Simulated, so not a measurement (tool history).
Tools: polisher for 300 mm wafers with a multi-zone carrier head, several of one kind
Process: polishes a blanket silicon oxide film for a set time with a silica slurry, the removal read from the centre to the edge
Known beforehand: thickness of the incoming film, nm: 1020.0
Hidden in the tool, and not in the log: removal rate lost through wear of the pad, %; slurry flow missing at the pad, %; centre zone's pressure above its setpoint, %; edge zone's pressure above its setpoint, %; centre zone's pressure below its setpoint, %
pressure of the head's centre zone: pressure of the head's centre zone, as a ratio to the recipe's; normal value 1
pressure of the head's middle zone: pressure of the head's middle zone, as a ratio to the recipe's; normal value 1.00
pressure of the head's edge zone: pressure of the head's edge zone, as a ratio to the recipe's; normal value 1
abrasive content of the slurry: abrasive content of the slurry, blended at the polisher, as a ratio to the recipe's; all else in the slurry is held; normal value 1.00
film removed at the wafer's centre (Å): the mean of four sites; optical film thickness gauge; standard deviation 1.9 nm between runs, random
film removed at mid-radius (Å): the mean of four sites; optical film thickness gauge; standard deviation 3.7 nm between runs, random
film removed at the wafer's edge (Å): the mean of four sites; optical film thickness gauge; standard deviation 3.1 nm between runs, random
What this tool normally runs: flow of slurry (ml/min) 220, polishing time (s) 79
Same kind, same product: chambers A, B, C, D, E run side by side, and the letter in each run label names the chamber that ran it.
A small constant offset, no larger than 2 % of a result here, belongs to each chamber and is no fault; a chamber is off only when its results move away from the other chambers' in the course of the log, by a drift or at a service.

run	day	flow of slurry (ml/min)	pressure of the head's centre zone	pressure of the head's middle zone	pressure of the head's edge zone	abrasive content of the slurry	polishing time (s)	wafers polished on this pad	hours since the slurry nozzle was cleaned	hours since the centre zone pressure was calibrated	hours since the edge zone pressure was calibrated	film removed at the wafer's centre (Å)	film removed at mid-radius (Å)	film removed at the wafer's edge (Å)
1B	0.338	220	1	1.00	1	1.00	79	898	95.9	938.1	341.3	3125.5	3160.8	3060.9
# day 0.429: chamber E: worn pad replaced by a new one
# day 0.829: chamber C: edge zone pressure recalibrated
# day 0.854: chamber D: worn pad replaced by a new one
2A	0.971	220	1	1.00	1	1.00	79	389	76.1	383.0	33.0	3087.9	3180.7	3108.6
# day 1.538: chamber B: worn pad replaced by a new one
3D	1.608	220	1	1.00	1	1.00	79	236	248.1	752.3	410.0	3120.7	3061.6	3063.2
# day 1.717: chamber C: worn pad replaced by a new one
# day 2.025: chamber A: centre zone pressure recalibrated
4C	2.188	220	1	1.00	1	1.00	79	148	85.4	1077.5	32.6	3200.0	3153.9	3105.0
5E	2.475	220	1	1.00	1	1.00	79	641	616.9	221.2	777.4	3111.5	3133.3	3107.0
# day 2.671: chamber A: worn pad replaced by a new one
# day 2.779: chamber B: centre zone pressure recalibrated
6E	3.021	220	1	1.00	1	1.00	79	812	630.0	234.3	790.5	3131.7	3092.4	3106.7
# day 3.279: chamber E: worn pad replaced by a new one
7D	3.483	220	1	1.00	1	1.00	79	823	293.1	797.3	455.0	3138.4	3139.1	3140.4
8C	3.792	220	1	1.00	1	1.00	79	650	123.9	1116.0	71.1	3165.6	3059.8	3136.1
9B	4.412	220	1	1.00	1	1.00	79	901	193.7	39.2	439.1	3115.9	3050.9	3076.8
# day 4.621: chamber D: worn pad replaced by a new one
10A	4.950	220	1	1.00	1	1.00	79	714	171.6	70.3	128.5	3094.3	3088.6	3141.0
# day 5.071: chamber C: worn pad replaced by a new one
11D	5.479	220	1	1.00	1	1.00	79	269	341.0	845.2	502.9	3137.5	3133.7	3068.4
# day 5.617: chamber A: worn pad replaced by a new one
12C	5.767	220	1	1.00	1	1.00	79	219	171.3	1163.4	118.5	3173.6	3110.1	3067.0
13E	6.225	220	1	1.00	1	1.00	79	923	706.9	311.2	867.4	3095.6	3168.2	3093.3
# day 6.229: chamber B: worn pad replaced by a new one
# day 6.317: chamber E: worn pad replaced by a new one
14B	6.696	220	1	1.00	1	1.00	79	146	248.5	94.0	493.9	3110.6	3124.7	3084.3
15A	6.975	250	1	1.08	1	1.00	79	426	220.2	118.9	177.1	3102.6	3475.3	3110.4
16B	7.321	250	1	1.08	1	1.00	79	341	263.5	109.0	508.9	3194.6	3338.3	3126.5
# day 7.417: chamber E: slurry nozzle cleaned
# day 7.600: chamber D: worn pad replaced by a new one
17C	7.629	250	1	1.08	1	1.00	79	802	216.0	1208.1	163.2	3210.6	3385.8	3140.9
18E	8.083	250	1	1.08	1	1.00	79	553	16.1	355.8	912.0	3146.3	3413.2	3088.2
19A	8.629	250	1	1.08	1	1.00	79	944	259.9	158.6	216.8	3099.0	3364.9	3083.7
# day 8.679: chamber C: worn pad replaced by a new one
# day 8.825: chamber A: worn pad replaced by a new one
20D	9.183	220	1	1.00	1	1.00	79	495	429.9	934.1	591.8	3134.2	3106.6	3116.8
21B	9.567	220	1	1.00	1	1.00	79	1045	317.4	162.9	562.8	3101.5	3086.0	3088.0
# day 9.658: chamber B: slurry nozzle cleaned
# day 9.679: chamber E: edge zone pressure recalibrated
# day 9.762: chamber E: worn pad replaced by a new one
# day 9.967: chamber C: slurry nozzle cleaned
22E	9.975	220	1	1.00	1	1.00	79	67	61.5	401.2	7.1	3110.0	3161.7	3124.9
23C	10.267	220	1	1.00	1	1.00	79	497	7.3	1271.4	226.5	3151.2	3134.9	3104.2
# day 10.404: chamber D: centre zone pressure recalibrated
# day 10.783: chamber C: centre zone pressure recalibrated
# day 10.838: chamber B: worn pad replaced by a new one
24D	10.904	220	1	1.00	1	1.00	79	1034	471.2	12.1	633.1	3135.2	3192.5	3130.3
# day 11.200: chamber D: worn pad replaced by a new one
# day 11.246: chamber E: centre zone pressure recalibrated
# day 11.512: chamber C: worn pad replaced by a new one
25A	11.517	220	1	1.00	1	1.00	79	843	329.2	227.9	286.1	2976.9	2941.2	3005.7
26E	11.846	220	1	1.00	1	1.20	79	653	106.4	14.4	52.0	3356.7	3407.8	3332.1
# day 11.962: chamber A: worn pad replaced by a new one
27C	12.254	220	1	1.00	1	1.20	79	233	55.0	35.3	274.2	3441.9	3442.9	3427.9
28D	12.733	220	1	1.00	1	1.20	79	480	515.1	56.0	677.0	3417.6	3417.0	3319.8
29A	13.283	220	1	1.00	1	1.20	79	414	371.6	270.3	328.5	3166.3	3245.6	3261.6
# day 13.350: chamber A: edge zone pressure recalibrated
# day 13.462: chamber E: worn pad replaced by a new one
30B	13.754	220	1	1.00	1	1.20	79	913	98.4	263.4	663.3	3379.1	3359.0	3288.9
# day 13.796: chamber D: edge zone pressure recalibrated
31D	14.129	220	1	1.00	1	1.00	79	917	548.6	89.5	8.0	3151.4	3095.3	3096.1
# day 14.608: chamber C: worn pad replaced by a new one
32C	14.696	220	1	1.00	1	1.00	79	28	113.6	93.9	332.8	3165.8	3131.4	3110.1
# day 14.792: chamber A: worn pad replaced by a new one
# day 14.904: chamber B: worn pad replaced by a new one
33A	15.012	285	1	0.92	1	1.00	79	70	413.1	311.8	39.9	3020.3	2876.0	3035.4
34E	15.388	285	1	0.92	1	1.00	79	603	191.4	99.4	137.0	3237.3	2940.8	3204.1
35B	15.692	285	1	0.92	1	1.00	79	247	144.9	309.9	709.8	3220.0	2946.3	3175.7
36A	16.096	285	1	0.92	1	1.00	79	409	439.1	337.8	65.9	2979.6	2880.6	3005.1
37C	16.392	285	1	0.92	1	1.00	79	559	154.3	134.6	373.5	3263.5	2987.0	3217.6

Which is it: a chamber that has drifted or been left off by a service, a gauge drift common to all chambers, or only each chamber's usual small offset? If a chamber is off, name it and its likeliest cause.

Little by little, chamber A moves away from the other chambers.
What lies behind it: slurry flow missing at the pad, % = 38.

Chamber A could run next with any of the 4 candidate recipes listed below; each alters the usual settings, and their results appear as question marks. Which one brings its results back in line with what the other chambers deliver on the usual settings?
In line here means within this much of the mean the other chambers give on the usual settings: film removed at the wafer's centre (Å) 67.0; film removed at mid-radius (Å) 130.0; film removed at the wafer's edge (Å) 110.0
38A-1	16.854	235	1.05	1.02	0.97	1.05	88					?	?	?
38A-2	16.854	225	1.03	1.01	0.99	1.00	84					?	?	?
38A-3	16.854	210	0.95	0.99	1.03	0.95	71					?	?	?
38A-4	16.854	215	0.97	0.99	1.01	1.00	74					?	?	?

The other chambers' mean on the usual settings: film removed at the wafer's centre (Å) 3140.4; film removed at mid-radius (Å) 3113.0; film removed at the wafer's edge (Å) 3100.0
run	film removed at the wafer's centre (Å)	film removed at mid-radius (Å)	film removed at the wafer's edge (Å)
38A-1	3457.0	3395.4	3303.3
38A-2	3129.4	3113.6	3097.8
38A-3	2325.7	2485.7	2583.8
38A-4	2554.7	2667.1	2739.8
The right change is 38A-2: it brings the chamber back within the allowed miss of the others.
